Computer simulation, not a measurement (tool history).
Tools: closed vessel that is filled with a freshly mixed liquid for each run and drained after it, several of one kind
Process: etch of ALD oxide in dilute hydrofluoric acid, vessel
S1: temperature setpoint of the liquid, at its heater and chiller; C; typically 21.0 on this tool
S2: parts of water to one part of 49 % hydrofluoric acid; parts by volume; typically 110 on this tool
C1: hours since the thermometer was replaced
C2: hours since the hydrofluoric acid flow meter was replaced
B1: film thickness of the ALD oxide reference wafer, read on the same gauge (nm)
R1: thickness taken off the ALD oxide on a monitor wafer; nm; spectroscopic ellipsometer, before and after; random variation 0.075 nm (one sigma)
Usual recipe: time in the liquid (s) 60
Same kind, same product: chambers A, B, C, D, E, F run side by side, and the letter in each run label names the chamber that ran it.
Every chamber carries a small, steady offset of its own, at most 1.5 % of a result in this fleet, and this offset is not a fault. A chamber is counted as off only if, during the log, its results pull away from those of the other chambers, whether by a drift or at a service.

{"hour": 7.9, "done": "chamber D: hydrofluoric acid flow meter replaced"}
{"run": "1F", "hour": 8.4, "S1": 21.0, "S2": 110, "time in the liquid (s)": 60, "C1": 576.4, "C2": 550.0, "B1": 80.026, "R1": 8.4764}
{"run": "2A", "hour": 17.0, "S1": 21.0, "S2": 110, "time in the liquid (s)": 60, "C1": 456.3, "C2": 435.3, "B1": 80.007, "R1": 8.5199}
{"run": "3B", "hour": 27.3, "S1": 21.0, "S2": 110, "time in the liquid (s)": 60, "C1": 2247.3, "C2": 1053.3, "B1": 79.988, "R1": 8.325}
{"run": "4E", "hour": 41.3, "S1": 21.0, "S2": 110, "time in the liquid (s)": 60, "C1": 2231.9, "C2": 1487.4, "B1": 80.006, "R1": 8.4377}
{"run": "5D", "hour": 54.2, "S1": 21.0, "S2": 110, "time in the liquid (s)": 60, "C1": 1992.0, "C2": 46.4, "B1": 79.999, "R1": 8.4557}
{"run": "6C", "hour": 62.6, "S1": 21.0, "S2": 110, "time in the liquid (s)": 60, "C1": 582.7, "C2": 85.9, "B1": 80.011, "R1": 8.2781}
{"run": "7D", "hour": 72.9, "S1": 21.0, "S2": 110, "time in the liquid (s)": 60, "C1": 2010.7, "C2": 65.1, "B1": 80.0, "R1": 8.3218}
{"run": "8E", "hour": 87.4, "S1": 21.0, "S2": 110, "time in the liquid (s)": 60, "C1": 2278.0, "C2": 1533.5, "B1": 79.99, "R1": 8.4916}
{"run": "9C", "hour": 94.5, "S1": 18.5, "S2": 125, "time in the liquid (s)": 60, "C1": 614.6, "C2": 117.8, "B1": 80.004, "R1": 6.592}
{"run": "10B", "hour": 102.1, "S1": 18.5, "S2": 125, "time in the liquid (s)": 60, "C1": 2322.1, "C2": 1128.1, "B1": 80.012, "R1": 6.4986}
{"run": "11F", "hour": 110.2, "S1": 18.5, "S2": 125, "time in the liquid (s)": 60, "C1": 678.2, "C2": 651.8, "B1": 80.021, "R1": 6.6241}
{"run": "12A", "hour": 123.1, "S1": 18.5, "S2": 125, "time in the liquid (s)": 60, "C1": 562.4, "C2": 541.4, "B1": 80.021, "R1": 6.6078}
{"hour": 123.6, "done": "chamber A: thermometer replaced"}
{"run": "13A", "hour": 135.3, "S1": 18.5, "S2": 125, "time in the liquid (s)": 60, "C1": 11.7, "C2": 553.6, "B1": 79.994, "R1": 6.6078}
{"run": "14B", "hour": 143.7, "S1": 18.5, "S2": 125, "time in the liquid (s)": 60, "C1": 2363.7, "C2": 1169.7, "B1": 80.002, "R1": 6.446}
{"hour": 154.3, "done": "chamber B: thermometer replaced"}
{"run": "15F", "hour": 156.6, "S1": 18.0, "S2": 110, "time in the liquid (s)": 75, "C1": 724.6, "C2": 698.2, "B1": 80.009, "R1": 9.2225}
{"run": "16C", "hour": 165.4, "S1": 18.0, "S2": 110, "time in the liquid (s)": 75, "C1": 685.5, "C2": 188.7, "B1": 80.011, "R1": 9.2217}
{"hour": 177.5, "done": "chamber E: thermometer replaced"}
{"run": "17D", "hour": 179.9, "S1": 18.0, "S2": 110, "time in the liquid (s)": 75, "C1": 2117.7, "C2": 172.1, "B1": 79.984, "R1": 9.392}
{"run": "18E", "hour": 189.3, "S1": 18.0, "S2": 110, "time in the liquid (s)": 75, "C1": 11.9, "C2": 1635.4, "B1": 80.012, "R1": 9.3627}
{"run": "19D", "hour": 198.2, "S1": 18.0, "S2": 110, "time in the liquid (s)": 75, "C1": 2136.0, "C2": 190.4, "B1": 80.023, "R1": 9.4166}
{"run": "20B", "hour": 205.6, "S1": 18.0, "S2": 110, "time in the liquid (s)": 75, "C1": 51.4, "C2": 1231.6, "B1": 80.031, "R1": 9.2499}
{"run": "21F", "hour": 217.0, "S1": 21.0, "S2": 110, "time in the liquid (s)": 60, "C1": 785.0, "C2": 758.6, "B1": 80.0, "R1": 8.3477}
{"run": "22A", "hour": 224.5, "S1": 21.0, "S2": 110, "time in the liquid (s)": 60, "C1": 100.9, "C2": 642.8, "B1": 80.029, "R1": 8.582}
{"run": "23E", "hour": 233.1, "S1": 21.0, "S2": 85, "time in the liquid (s)": 40, "C1": 55.7, "C2": 1679.2, "B1": 80.003, "R1": 7.3699}
{"run": "24C", "hour": 243.5, "S1": 21.0, "S2": 85, "time in the liquid (s)": 40, "C1": 763.6, "C2": 266.8, "B1": 79.987, "R1": 7.3922}
{"run": "25B", "hour": 250.4, "S1": 21.0, "S2": 85, "time in the liquid (s)": 40, "C1": 96.2, "C2": 1276.4, "B1": 80.005, "R1": 7.3745}
{"run": "26A", "hour": 259.8, "S1": 21.0, "S2": 85, "time in the liquid (s)": 40, "C1": 136.2, "C2": 678.1, "B1": 79.996, "R1": 7.3375}
{"hour": 267.7, "done": "chamber B: hydrofluoric acid flow meter replaced"}
{"run": "27F", "hour": 270.2, "S1": 21.0, "S2": 85, "time in the liquid (s)": 40, "C1": 838.2, "C2": 811.8, "B1": 80.002, "R1": 7.2898}
{"run": "28E", "hour": 280.6, "S1": 21.0, "S2": 85, "time in the liquid (s)": 40, "C1": 103.2, "C2": 1726.7, "B1": 80.029, "R1": 7.4391}
{"run": "29D", "hour": 288.7, "S1": 21.0, "S2": 70, "time in the liquid (s)": 60, "C1": 2226.5, "C2": 280.9, "B1": 80.025, "R1": 13.841}
{"run": "30C", "hour": 302.9, "S1": 21.0, "S2": 70, "time in the liquid (s)": 60, "C1": 823.0, "C2": 326.2, "B1": 79.989, "R1": 13.696}
{"run": "31B", "hour": 311.9, "S1": 21.0, "S2": 70, "time in the liquid (s)": 60, "C1": 157.7, "C2": 44.3, "B1": 80.013, "R1": 13.911}
{"run": "32C", "hour": 320.8, "S1": 21.0, "S2": 70, "time in the liquid (s)": 60, "C1": 840.9, "C2": 344.1, "B1": 79.985, "R1": 13.726}
{"run": "33E", "hour": 331.3, "S1": 21.0, "S2": 70, "time in the liquid (s)": 60, "C1": 153.9, "C2": 1777.4, "B1": 80.007, "R1": 13.841}
{"run": "34A", "hour": 344.9, "S1": 21.0, "S2": 70, "time in the liquid (s)": 60, "C1": 221.3, "C2": 763.2, "B1": 80.014, "R1": 13.97}
{"run": "35D", "hour": 352.1, "S1": 21.0, "S2": 110, "time in the liquid (s)": 60, "C1": 2289.9, "C2": 344.3, "B1": 79.981, "R1": 8.5096}
{"run": "36F", "hour": 362.3, "S1": 21.0, "S2": 110, "time in the liquid (s)": 60, "C1": 930.3, "C2": 903.9, "B1": 80.004, "R1": 8.4019}
{"run": "37D", "hour": 374.6, "S1": 21.0, "S2": 110, "time in the liquid (s)": 60, "C1": 2312.4, "C2": 366.8, "B1": 79.988, "R1": 8.489}
{"run": "38C", "hour": 387.5, "S1": 21.0, "S2": 110, "time in the liquid (s)": 60, "C1": 907.6, "C2": 410.8, "B1": 80.003, "R1": 8.4338}
{"run": "39B", "hour": 398.7, "S1": 21.0, "S2": 110, "time in the liquid (s)": 60, "C1": 244.5, "C2": 131.1, "B1": 79.994, "R1": 8.3681}
{"run": "40F", "hour": 413.0, "S1": 21.0, "S2": 110, "time in the liquid (s)": 60, "C1": 981.0, "C2": 954.6, "B1": 80.019, "R1": 8.255}
{"run": "41A", "hour": 427.0, "S1": 21.0, "S2": 75, "time in the liquid (s)": 60, "C1": 303.4, "C2": 845.3, "B1": 79.999, "R1": 12.817}

For the next run the whole fleet of 6 chambers uses the same settings. Give each chamber's results:
{"run": "42A", "hour": 437.4, "S1": 21.0, "S2": 95, "time in the liquid (s)": 60, "R1": "?"}
{"run": "42B", "hour": 437.4, "S1": 21.0, "S2": 95, "time in the liquid (s)": 60, "R1": "?"}
{"run": "42C", "hour": 437.4, "S1": 21.0, "S2": 95, "time in the liquid (s)": 60, "R1": "?"}
{"run": "42D", "hour": 437.4, "S1": 21.0, "S2": 95, "time in the liquid (s)": 60, "R1": "?"}
{"run": "42E", "hour": 437.4, "S1": 21.0, "S2": 95, "time in the liquid (s)": 60, "R1": "?"}
{"run": "42F", "hour": 437.4, "S1": 21.0, "S2": 95, "time in the liquid (s)": 60, "R1": "?"}

run=42A R1=9.8340
run=42B R1=9.9682
run=42C R1=9.8432
run=42D R1=9.8274
run=42E R1=9.8061
run=42F R1=9.8750
